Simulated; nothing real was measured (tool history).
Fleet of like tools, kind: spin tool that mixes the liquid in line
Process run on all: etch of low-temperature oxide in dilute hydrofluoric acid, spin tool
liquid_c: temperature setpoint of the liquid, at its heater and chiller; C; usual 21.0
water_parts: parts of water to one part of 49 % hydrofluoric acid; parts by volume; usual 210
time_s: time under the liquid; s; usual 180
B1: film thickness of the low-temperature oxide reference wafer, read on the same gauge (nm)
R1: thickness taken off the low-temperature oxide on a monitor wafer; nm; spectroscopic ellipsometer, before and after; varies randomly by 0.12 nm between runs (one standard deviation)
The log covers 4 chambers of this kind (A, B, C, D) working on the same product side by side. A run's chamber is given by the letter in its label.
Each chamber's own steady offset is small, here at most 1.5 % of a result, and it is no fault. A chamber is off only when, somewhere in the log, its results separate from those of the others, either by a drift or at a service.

Run 1B, hour 5.2: usual settings; B1 39.988. Result: R1 18.982 nm.
Run 2D, hour 13.2: usual settings; B1 39.986. Result: R1 18.807 nm.
Run 3C, hour 22.2: usual settings; B1 39.994. Result: R1 19.030 nm.
Run 4A, hour 26.8: usual settings; B1 40.010. Result: R1 18.941 nm.
Run 5C, hour 32.8: usual settings; B1 39.996. Result: R1 19.050 nm.
Run 6D, hour 38.1: usual settings; B1 39.988. Result: R1 18.457 nm.
Run 7A, hour 43.5: usual settings; B1 40.006. Result: R1 18.782 nm.
At hour 43.6: chamber C: hydrofluoric acid flow meter replaced.
Run 8B, hour 47.8: usual settings; B1 40.008. Result: R1 19.273 nm.
Run 9A, hour 55.4: usual settings; B1 39.993. Result: R1 19.137 nm.
Run 10B, hour 62.9: usual settings; B1 40.002. Result: R1 19.202 nm.
Run 11C, hour 69.1: usual settings; B1 39.989. Result: R1 18.902 nm.
Run 12D, hour 77.1: usual settings; B1 39.997. Result: R1 18.466 nm.
Run 13B, hour 83.9: usual settings but liquid_c 24.5 C; B1 40.003. Result: R1 22.046 nm.
Run 14C, hour 91.8: usual settings but liquid_c 24.5 C; B1 40.024. Result: R1 21.691 nm.
Run 15D, hour 97.1: usual settings but liquid_c 24.5 C; B1 39.999. Result: R1 20.770 nm.
Run 16A, hour 104.9: usual settings but liquid_c 24.5 C; B1 39.987. Result: R1 21.559 nm.
Run 17A, hour 109.4: usual settings; B1 39.994. Result: R1 18.993 nm.
Run 18D, hour 116.4: usual settings but water_parts 305 parts by volume, time_s 260 s; B1 40.000. Result: R1 16.476 nm.
Run 19C, hour 122.8: usual settings but water_parts 305 parts by volume, time_s 260 s; B1 40.017. Result: R1 17.186 nm.
Run 20B, hour 128.5: usual settings but water_parts 305 parts by volume, time_s 260 s; B1 40.003. Result: R1 17.334 nm.
Run 21B, hour 132.5: usual settings but water_parts 305 parts by volume, time_s 260 s; B1 40.007. Result: R1 17.416 nm.
Run 22C, hour 140.9: usual settings; B1 40.010. Result: R1 19.036 nm.
Run 23D, hour 145.1: usual settings; B1 40.010. Result: R1 18.195 nm.
Run 24A, hour 152.8: usual settings but liquid_c 18.0 C; B1 40.006. Result: R1 16.863 nm.
Run 25A, hour 160.0: usual settings but liquid_c 18.0 C; B1 39.980. Result: R1 16.630 nm.
Run 26D, hour 167.9: usual settings but liquid_c 18.0 C; B1 40.002. Result: R1 15.931 nm.
Run 27B, hour 174.8: usual settings but liquid_c 18.0 C; B1 39.998. Result: R1 16.944 nm.
Run 28C, hour 183.3: usual settings; B1 40.001. Result: R1 18.926 nm.
Run 29D, hour 191.0: usual settings; B1 39.993. Result: R1 17.922 nm.
Run 30A, hour 196.9: usual settings; B1 39.996. Result: R1 18.888 nm.
Run 31B, hour 200.9: usual settings; B1 39.993. Result: R1 19.079 nm.
Run 32C, hour 206.4: usual settings; B1 39.984. Result: R1 18.913 nm.
Run 33D, hour 214.2: usual settings; B1 40.010. Result: R1 17.681 nm.

One chamber off, gauge drift, or nothing amiss beyond the chambers' own small offsets? If it is a chamber, which one, and what is the likeliest cause?

One chamber, D, drifts off from the rest bit by bit.
Most likely cause: liquid colder than its thermometer reads (K) = 1.23.
It could be hard to tell apart here from: hydrofluoric acid flow below the setpoint (%).

Which of the 4 candidates below, each the usual settings with something changed and its results left as question marks, puts chamber D back in line with what the other chambers give on the usual settings?
Maximum distance from the other chambers' mean on the usual settings for a result to count as in line: R1 0.430 nm
Run 34D-1, hour 220.6: usual settings but liquid_c 19.5 C. Result: R1 ?.
Run 34D-2, hour 220.6: usual settings but liquid_c 22.5 C. Result: R1 ?.
Run 34D-3, hour 220.6: usual settings but water_parts 200 parts by volume, time_s 195 s. Result: R1 ?.
Run 34D-4, hour 220.6: usual settings but water_parts 235 parts by volume. Result: R1 ?.

Usual-settings mean across the other chambers: R1 18.958 nm
  run      R1
34D-1  16.724
34D-2  18.800
34D-3  20.381
34D-4  15.475
34D-2 puts the chamber back in line with the other chambers.
